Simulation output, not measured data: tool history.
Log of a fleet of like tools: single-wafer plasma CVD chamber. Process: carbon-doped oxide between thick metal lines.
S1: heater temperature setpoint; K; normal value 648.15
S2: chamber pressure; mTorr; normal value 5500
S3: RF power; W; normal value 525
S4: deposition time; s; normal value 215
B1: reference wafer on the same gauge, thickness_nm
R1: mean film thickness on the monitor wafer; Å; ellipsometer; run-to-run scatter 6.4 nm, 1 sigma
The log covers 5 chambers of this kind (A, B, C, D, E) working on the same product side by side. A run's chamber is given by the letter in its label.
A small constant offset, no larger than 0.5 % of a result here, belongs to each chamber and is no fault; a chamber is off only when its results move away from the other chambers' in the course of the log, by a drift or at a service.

run 1C day=0.388 | S1=648.15 S2=5500 S3=525 S4=215 | B1=1091.0 | R1=10804.0
run 2E day=0.617 | S1=648.15 S2=5500 S3=525 S4=215 | B1=1090.4 | R1=10747.0
run 3D day=1.033 | S1=648.15 S2=5500 S3=525 S4=215 | B1=1090.0 | R1=10687.0
run 4B day=1.442 | S1=648.15 S2=5500 S3=525 S4=215 | B1=1090.7 | R1=10770.0
run 5A day=1.733 | S1=648.15 S2=5500 S3=525 S4=215 | B1=1091.7 | R1=10656.0
run 6B day=1.988 | S1=648.15 S2=5500 S3=525 S4=215 | B1=1091.5 | R1=10716.0
run 7C day=2.221 | S1=648.15 S2=5500 S3=525 S4=215 | B1=1090.1 | R1=10769.0
run 8A day=2.558 | S1=648.15 S2=6790 S3=525 S4=187 | B1=1090.1 | R1=9593.3
run 9D day=2.812 | S1=648.15 S2=6790 S3=525 S4=187 | B1=1088.6 | R1=9436.5
run 10E day=3.133 | S1=648.15 S2=6790 S3=525 S4=187 | B1=1088.3 | R1=9484.6
run 11A day=3.333 | S1=648.15 S2=6790 S3=525 S4=187 | B1=1091.1 | R1=9596.1
run 12C day=3.750 | S1=648.15 S2=6790 S3=525 S4=187 | B1=1092.3 | R1=9549.0
run 13E day=4.050 | S1=648.15 S2=5500 S3=525 S4=215 | B1=1089.2 | R1=10715.0
run 14D day=4.396 | S1=648.15 S2=5500 S3=525 S4=215 | B1=1090.0 | R1=10643.0
run 15B day=4.646 | S1=648.15 S2=5500 S3=525 S4=215 | B1=1091.2 | R1=10683.0
run 16E day=5.062 | S1=648.15 S2=5500 S3=525 S4=215 | B1=1089.4 | R1=10867.0
run 17C day=5.271 | S1=648.15 S2=5500 S3=525 S4=215 | B1=1089.8 | R1=10740.0
run 18D day=5.688 | S1=648.15 S2=5500 S3=525 S4=215 | B1=1090.1 | R1=10645.0
run 19A day=5.933 | S1=655.15 S2=5500 S3=525 S4=215 | B1=1089.9 | R1=10577.0
run 20B day=6.142 | S1=655.15 S2=5500 S3=525 S4=215 | B1=1092.8 | R1=10523.0
run 21E day=6.458 | S1=655.15 S2=5500 S3=525 S4=215 | B1=1090.0 | R1=10562.0
run 22D day=6.875 | S1=655.15 S2=5500 S3=525 S4=215 | B1=1090.9 | R1=10594.0
-- day=7.025 chamber C: thermocouple changed; heater temperature recalibrated
run 23A day=7.229 | S1=655.15 S2=5500 S3=525 S4=215 | B1=1089.8 | R1=10565.0
run 24C day=7.438 | S1=648.15 S2=5500 S3=525 S4=215 | B1=1087.9 | R1=10764.0
-- day=7.783 chamber E: RF generator calibrated
run 25B day=7.821 | S1=648.15 S2=5500 S3=525 S4=215 | B1=1089.6 | R1=10783.0
run 26B day=8.062 | S1=648.15 S2=5500 S3=525 S4=215 | B1=1089.1 | R1=10708.0
run 27A day=8.329 | S1=648.15 S2=5500 S3=525 S4=215 | B1=1091.7 | R1=10793.0
run 28C day=8.750 | S1=648.15 S2=5500 S3=525 S4=215 | B1=1088.7 | R1=10709.0
run 29E day=8.946 | S1=648.15 S2=5500 S3=525 S4=215 | B1=1089.6 | R1=10695.0
run 30D day=9.154 | S1=648.15 S2=5500 S3=525 S4=215 | B1=1089.9 | R1=10730.0
run 31B day=9.392 | S1=648.15 S2=5500 S3=525 S4=215 | B1=1088.1 | R1=10685.0
run 32A day=9.604 | S1=648.15 S2=5500 S3=525 S4=215 | B1=1090.1 | R1=10660.0
run 33C day=9.812 | S1=648.15 S2=5500 S3=525 S4=215 | B1=1089.2 | R1=10791.0
run 34E day=10.054 | S1=648.15 S2=5500 S3=525 S4=215 | B1=1091.1 | R1=10687.0
run 35D day=10.246 | S1=648.15 S2=5500 S3=525 S4=215 | B1=1087.5 | R1=10740.0

For the next run the whole fleet of 5 chambers uses the same settings. Give each chamber's results:
run 36A day=10.550 | S1=648.15 S2=5500 S3=525 S4=215 | R1=?
run 36B day=10.550 | S1=648.15 S2=5500 S3=525 S4=215 | R1=?
run 36C day=10.550 | S1=648.15 S2=5500 S3=525 S4=215 | R1=?
run 36D day=10.550 | S1=648.15 S2=5500 S3=525 S4=215 | R1=?
run 36E day=10.550 | S1=648.15 S2=5500 S3=525 S4=215 | R1=?

run=36A R1=10716.0
run=36B R1=10836.0
run=36C R1=10794.0
run=36D R1=10512.0
run=36E R1=10752.0
